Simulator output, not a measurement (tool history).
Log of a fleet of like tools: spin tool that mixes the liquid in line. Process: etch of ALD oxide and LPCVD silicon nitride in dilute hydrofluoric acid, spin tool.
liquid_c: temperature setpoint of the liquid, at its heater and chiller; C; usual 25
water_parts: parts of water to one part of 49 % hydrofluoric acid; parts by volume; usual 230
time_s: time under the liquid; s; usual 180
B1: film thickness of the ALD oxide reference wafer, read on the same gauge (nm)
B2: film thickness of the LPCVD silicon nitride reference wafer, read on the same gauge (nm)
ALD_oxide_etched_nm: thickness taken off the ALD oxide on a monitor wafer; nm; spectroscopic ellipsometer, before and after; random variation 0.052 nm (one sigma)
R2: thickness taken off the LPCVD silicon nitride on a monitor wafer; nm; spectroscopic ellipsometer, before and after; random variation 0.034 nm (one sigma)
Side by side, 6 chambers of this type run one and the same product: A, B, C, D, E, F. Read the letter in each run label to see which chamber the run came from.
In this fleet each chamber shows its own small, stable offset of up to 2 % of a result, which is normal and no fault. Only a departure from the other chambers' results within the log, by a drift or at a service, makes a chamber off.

Run 1C, hour 6.4: usual settings; B1 49.979; B2 49.99. Result: ALD_oxide_etched_nm 6.9818 nm, R2 0.51913 nm.
Run 2E, hour 13.9: usual settings; B1 49.993; B2 49.986. Result: ALD_oxide_etched_nm 6.9595 nm, R2 0.46977 nm.
Run 3D, hour 20.2: usual settings; B1 49.997; B2 49.993. Result: ALD_oxide_etched_nm 6.9007 nm, R2 0.46743 nm.
Run 4B, hour 24.8: usual settings; B1 49.977; B2 50.033. Result: ALD_oxide_etched_nm 6.9469 nm, R2 0.39185 nm.
Run 5F, hour 31.7: usual settings; B1 50.024; B2 49.979. Result: ALD_oxide_etched_nm 6.8404 nm, R2 0.51058 nm.
Run 6A, hour 37.2: usual settings; B1 49.984; B2 50.016. Result: ALD_oxide_etched_nm 6.978 nm, R2 0.4638 nm.
Run 7B, hour 42.3: usual settings; B1 49.958; B2 49.971. Result: ALD_oxide_etched_nm 7.1023 nm, R2 0.46468 nm.
Run 8A, hour 49.1: usual settings; B1 50.037; B2 49.968. Result: ALD_oxide_etched_nm 6.8959 nm, R2 0.44087 nm.
Run 9E, hour 55: usual settings but time_s 220 s; B1 50.004; B2 49.996. Result: ALD_oxide_etched_nm 8.4843 nm, R2 0.59199 nm.
Run 10F, hour 61.7: usual settings but time_s 220 s; B1 49.984; B2 49.985. Result: ALD_oxide_etched_nm 8.4342 nm, R2 0.5805 nm.
Run 11C, hour 65.9: usual settings but time_s 220 s; B1 49.987; B2 50.03. Result: ALD_oxide_etched_nm 8.6695 nm, R2 0.49776 nm.
Run 12D, hour 71.2: usual settings but time_s 220 s; B1 50.032; B2 49.979. Result: ALD_oxide_etched_nm 8.4875 nm, R2 0.58404 nm.
Run 13D, hour 74.8: usual settings but time_s 220 s; B1 50.005; B2 49.944. Result: ALD_oxide_etched_nm 8.3848 nm, R2 0.50129 nm.
Run 14B, hour 82.6: usual settings but time_s 220 s; B1 49.97; B2 49.932. Result: ALD_oxide_etched_nm 8.4663 nm, R2 0.62334 nm.
Run 15A, hour 86.8: usual settings but liquid_c 22 C; B1 50.017; B2 50.037. Result: ALD_oxide_etched_nm 6.1832 nm, R2 0.36296 nm.
Run 16F, hour 92.7: usual settings but liquid_c 22 C; B1 50.017; B2 50.024. Result: ALD_oxide_etched_nm 6.2076 nm, R2 0.37504 nm.
Run 17E, hour 96.3: usual settings but liquid_c 22 C; B1 49.948; B2 49.958. Result: ALD_oxide_etched_nm 6.2001 nm, R2 0.42449 nm.
Run 18C, hour 102.8: usual settings but liquid_c 22 C; B1 49.999; B2 49.984. Result: ALD_oxide_etched_nm 6.2668 nm, R2 0.38633 nm.
Run 19B, hour 108.9: usual settings but liquid_c 22 C; B1 49.989; B2 49.985. Result: ALD_oxide_etched_nm 6.2512 nm, R2 0.41114 nm.
Run 20F, hour 113.3: usual settings but liquid_c 22 C; B1 49.995; B2 50.006. Result: ALD_oxide_etched_nm 6.1425 nm, R2 0.34909 nm.
Run 21C, hour 116.9: usual settings; B1 50.025; B2 50.02. Result: ALD_oxide_etched_nm 7.0207 nm, R2 0.42797 nm.
Run 22D, hour 124.2: usual settings; B1 49.986; B2 50.005. Result: ALD_oxide_etched_nm 6.8832 nm, R2 0.44476 nm.
Run 23E, hour 128.2: usual settings; B1 49.985; B2 49.988. Result: ALD_oxide_etched_nm 6.9056 nm, R2 0.4499 nm.
Run 24A, hour 133.6: usual settings; B1 50.004; B2 49.991. Result: ALD_oxide_etched_nm 6.8417 nm, R2 0.49644 nm.
Run 25C, hour 137.8: usual settings but water_parts 120 parts by volume, time_s 255 s; B1 49.994; B2 49.999. Result: ALD_oxide_etched_nm 21.584 nm, R2 1.2054 nm.
Run 26D, hour 143.8: usual settings but water_parts 120 parts by volume, time_s 255 s; B1 49.979; B2 50.016. Result: ALD_oxide_etched_nm 21.078 nm, R2 1.2137 nm.
Run 27E, hour 151.2: usual settings but water_parts 120 parts by volume, time_s 255 s; B1 49.983; B2 49.996. Result: ALD_oxide_etched_nm 20.957 nm, R2 1.3961 nm.
Run 28F, hour 159: usual settings but water_parts 120 parts by volume, time_s 255 s; B1 49.987; B2 49.975. Result: ALD_oxide_etched_nm 21.402 nm, R2 1.356 nm.
Run 29B, hour 162.6: usual settings but water_parts 120 parts by volume, time_s 255 s; B1 49.998; B2 49.939. Result: ALD_oxide_etched_nm 21.417 nm, R2 1.1464 nm.
Run 30A, hour 166.9: usual settings but water_parts 120 parts by volume, time_s 255 s; B1 49.991; B2 50. Result: ALD_oxide_etched_nm 21.171 nm, R2 1.1548 nm.
Run 31A, hour 173.3: usual settings; B1 50.012; B2 49.984. Result: ALD_oxide_etched_nm 6.9449 nm, R2 0.41694 nm.
Run 32D, hour 180.4: usual settings; B1 50.016; B2 50.051. Result: ALD_oxide_etched_nm 6.8592 nm, R2 0.44577 nm.
Run 33E, hour 184.5: usual settings; B1 50.03; B2 49.981. Result: ALD_oxide_etched_nm 6.9371 nm, R2 0.49178 nm.
Run 34C, hour 189.7: usual settings; B1 50.009; B2 49.997. Result: ALD_oxide_etched_nm 6.94 nm, R2 0.49705 nm.
Run 35B, hour 196.7: usual settings; B1 49.985; B2 49.966. Result: ALD_oxide_etched_nm 7.0011 nm, R2 0.4816 nm.
Run 36F, hour 200.5: usual settings; B1 50.006; B2 50.024. Result: ALD_oxide_etched_nm 6.9088 nm, R2 0.48082 nm.
Run 37C, hour 207.5: usual settings; B1 49.989; B2 49.975. Result: ALD_oxide_etched_nm 6.9841 nm, R2 0.44736 nm.
Run 38A, hour 214.3: usual settings; B1 50.014; B2 50.007. Result: ALD_oxide_etched_nm 6.9168 nm, R2 0.48498 nm.
Run 39B, hour 219.5: usual settings; B1 49.998; B2 49.985. Result: ALD_oxide_etched_nm 7.0392 nm, R2 0.42006 nm.
Run 40D, hour 223.1: usual settings; B1 50.003; B2 49.996. Result: ALD_oxide_etched_nm 7.0021 nm, R2 0.46531 nm.
Run 41E, hour 228.6: usual settings; B1 49.97; B2 50.02. Result: ALD_oxide_etched_nm 6.9224 nm, R2 0.47597 nm.
Run 42F, hour 236.9: usual settings; B1 49.987; B2 49.988. Result: ALD_oxide_etched_nm 6.9098 nm, R2 0.4794 nm.
Run 43C, hour 242.9: usual settings; B1 50.011; B2 49.983. Result: ALD_oxide_etched_nm 6.9633 nm, R2 0.44445 nm.

Does one chamber stand apart from the rest, does the shared gauge drift, or is all well apart from small per-chamber offsets? Give the chamber and the most likely cause, where there is one.

No chamber is off and the gauge is stable; the differences are just each chamber's small, constant offset.

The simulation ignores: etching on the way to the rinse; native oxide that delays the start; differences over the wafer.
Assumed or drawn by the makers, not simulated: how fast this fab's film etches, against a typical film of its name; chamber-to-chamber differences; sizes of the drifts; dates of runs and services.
